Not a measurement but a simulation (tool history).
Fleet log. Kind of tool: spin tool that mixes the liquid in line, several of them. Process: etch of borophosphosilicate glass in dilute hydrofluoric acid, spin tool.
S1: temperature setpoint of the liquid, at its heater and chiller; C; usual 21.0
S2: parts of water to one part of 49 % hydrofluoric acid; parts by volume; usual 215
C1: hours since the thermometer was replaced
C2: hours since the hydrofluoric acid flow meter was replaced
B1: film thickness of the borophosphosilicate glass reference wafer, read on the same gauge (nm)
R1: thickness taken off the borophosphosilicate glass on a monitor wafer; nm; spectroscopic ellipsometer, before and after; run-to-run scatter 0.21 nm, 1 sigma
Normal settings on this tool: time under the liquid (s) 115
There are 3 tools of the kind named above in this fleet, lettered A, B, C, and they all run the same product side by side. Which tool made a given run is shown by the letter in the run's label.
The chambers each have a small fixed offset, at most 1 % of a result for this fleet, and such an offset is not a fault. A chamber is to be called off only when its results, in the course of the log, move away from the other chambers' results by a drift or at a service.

{"run": "1C", "hour": 11.9, "S1": 21.0, "S2": 215, "time under the liquid (s)": 115, "C1": 234.4, "C2": 1182.5, "B1": 130.01, "R1": 27.267}
{"run": "2B", "hour": 18.7, "S1": 21.0, "S2": 215, "time under the liquid (s)": 115, "C1": 650.0, "C2": 535.3, "B1": 130.01, "R1": 28.107}
{"run": "3A", "hour": 32.1, "S1": 21.0, "S2": 215, "time under the liquid (s)": 115, "C1": 73.4, "C2": 2564.7, "B1": 130.02, "R1": 28.348}
{"hour": 41.6, "done": "chamber A: hydrofluoric acid flow meter replaced"}
{"run": "4B", "hour": 44.5, "S1": 21.0, "S2": 215, "time under the liquid (s)": 115, "C1": 675.8, "C2": 561.1, "B1": 130.01, "R1": 27.784}
{"run": "5C", "hour": 54.1, "S1": 21.0, "S2": 215, "time under the liquid (s)": 115, "C1": 276.6, "C2": 1224.7, "B1": 130.02, "R1": 27.879}
{"run": "6A", "hour": 68.9, "S1": 21.0, "S2": 215, "time under the liquid (s)": 115, "C1": 110.2, "C2": 27.3, "B1": 130.01, "R1": 28.036}
{"run": "7A", "hour": 75.7, "S1": 21.0, "S2": 215, "time under the liquid (s)": 115, "C1": 117.0, "C2": 34.1, "B1": 129.99, "R1": 28.533}
{"run": "8B", "hour": 86.6, "S1": 21.0, "S2": 215, "time under the liquid (s)": 115, "C1": 717.9, "C2": 603.2, "B1": 130.01, "R1": 27.993}
{"run": "9C", "hour": 101.8, "S1": 21.0, "S2": 215, "time under the liquid (s)": 115, "C1": 324.3, "C2": 1272.4, "B1": 130.04, "R1": 27.682}
{"run": "10A", "hour": 108.8, "S1": 21.0, "S2": 215, "time under the liquid (s)": 115, "C1": 150.1, "C2": 67.2, "B1": 129.99, "R1": 28.604}
{"run": "11B", "hour": 120.5, "S1": 21.0, "S2": 215, "time under the liquid (s)": 115, "C1": 751.8, "C2": 637.1, "B1": 129.99, "R1": 27.458}
{"run": "12C", "hour": 135.0, "S1": 21.0, "S2": 215, "time under the liquid (s)": 115, "C1": 357.5, "C2": 1305.6, "B1": 130.0, "R1": 27.648}
{"run": "13A", "hour": 148.0, "S1": 21.0, "S2": 215, "time under the liquid (s)": 115, "C1": 189.3, "C2": 106.4, "B1": 129.99, "R1": 28.102}
{"run": "14B", "hour": 155.1, "S1": 21.0, "S2": 215, "time under the liquid (s)": 115, "C1": 786.4, "C2": 671.7, "B1": 130.03, "R1": 27.102}
{"run": "15C", "hour": 167.5, "S1": 21.0, "S2": 215, "time under the liquid (s)": 115, "C1": 390.0, "C2": 1338.1, "B1": 130.01, "R1": 27.658}
{"run": "16C", "hour": 175.0, "S1": 21.0, "S2": 215, "time under the liquid (s)": 115, "C1": 397.5, "C2": 1345.6, "B1": 130.01, "R1": 27.725}
{"run": "17B", "hour": 184.3, "S1": 21.0, "S2": 215, "time under the liquid (s)": 115, "C1": 815.6, "C2": 700.9, "B1": 130.01, "R1": 26.771}
{"run": "18A", "hour": 199.2, "S1": 21.0, "S2": 315, "time under the liquid (s)": 55, "C1": 240.5, "C2": 157.6, "B1": 129.95, "R1": 8.4083}
{"hour": 199.5, "done": "chamber C: hydrofluoric acid flow meter replaced"}
{"run": "19C", "hour": 206.3, "S1": 21.0, "S2": 315, "time under the liquid (s)": 55, "C1": 428.8, "C2": 6.8, "B1": 130.0, "R1": 8.4057}
{"run": "20A", "hour": 218.8, "S1": 21.0, "S2": 315, "time under the liquid (s)": 55, "C1": 260.1, "C2": 177.2, "B1": 129.99, "R1": 8.3173}
{"run": "21B", "hour": 225.9, "S1": 21.0, "S2": 215, "time under the liquid (s)": 115, "C1": 857.2, "C2": 742.5, "B1": 129.96, "R1": 26.401}
{"run": "22C", "hour": 241.1, "S1": 17.0, "S2": 215, "time under the liquid (s)": 90, "C1": 463.6, "C2": 41.6, "B1": 130.0, "R1": 18.686}
{"run": "23B", "hour": 255.7, "S1": 17.0, "S2": 215, "time under the liquid (s)": 90, "C1": 887.0, "C2": 772.3, "B1": 130.0, "R1": 17.595}
{"run": "24A", "hour": 267.6, "S1": 17.0, "S2": 215, "time under the liquid (s)": 90, "C1": 308.9, "C2": 226.0, "B1": 130.01, "R1": 18.612}
{"run": "25B", "hour": 279.1, "S1": 21.0, "S2": 215, "time under the liquid (s)": 115, "C1": 910.4, "C2": 795.7, "B1": 130.0, "R1": 26.305}
{"run": "26C", "hour": 287.7, "S1": 21.0, "S2": 280, "time under the liquid (s)": 115, "C1": 510.2, "C2": 88.2, "B1": 130.03, "R1": 20.148}
{"run": "27A", "hour": 296.8, "S1": 21.0, "S2": 280, "time under the liquid (s)": 115, "C1": 338.1, "C2": 255.2, "B1": 130.0, "R1": 20.375}
{"run": "28B", "hour": 311.0, "S1": 21.0, "S2": 280, "time under the liquid (s)": 115, "C1": 942.3, "C2": 827.6, "B1": 129.99, "R1": 18.691}

What goes on in this fleet: one chamber off, a drifting gauge, or nothing beyond the chambers' own small offsets? Name the chamber and the cause, if any.

Chamber B drifts away from the others.
Likeliest cause: hydrofluoric acid flow below the setpoint (%) = 7.51.
The log might look much the same if the cause were instead: liquid colder than its thermometer reads (K).

Which of the 4 candidates below, each the usual settings with something changed and its results left as question marks, puts chamber B back in line with what the other chambers give on the usual settings?
Maximum distance from the other chambers' mean on the usual settings for a result to count as in line: R1 0.7300 nm
{"run": "29B-1", "hour": 322.1, "S1": 21.0, "S2": 215, "time under the liquid (s)": 105, "R1": "?"}
{"run": "29B-2", "hour": 322.1, "S1": 23.5, "S2": 215, "time under the liquid (s)": 115, "R1": "?"}
{"run": "29B-3", "hour": 322.1, "S1": 21.0, "S2": 220, "time under the liquid (s)": 115, "R1": "?"}
{"run": "29B-4", "hour": 322.1, "S1": 21.0, "S2": 215, "time under the liquid (s)": 120, "R1": "?"}

The mean the other chambers reach with the usual settings: R1 28.0120 nm
run=29B-1 R1=23.4390
run=29B-2 R1=28.1950
run=29B-3 R1=24.9640
run=29B-4 R1=26.7870
The answer is 29B-2, which returns the chamber to within the allowed miss of the others.
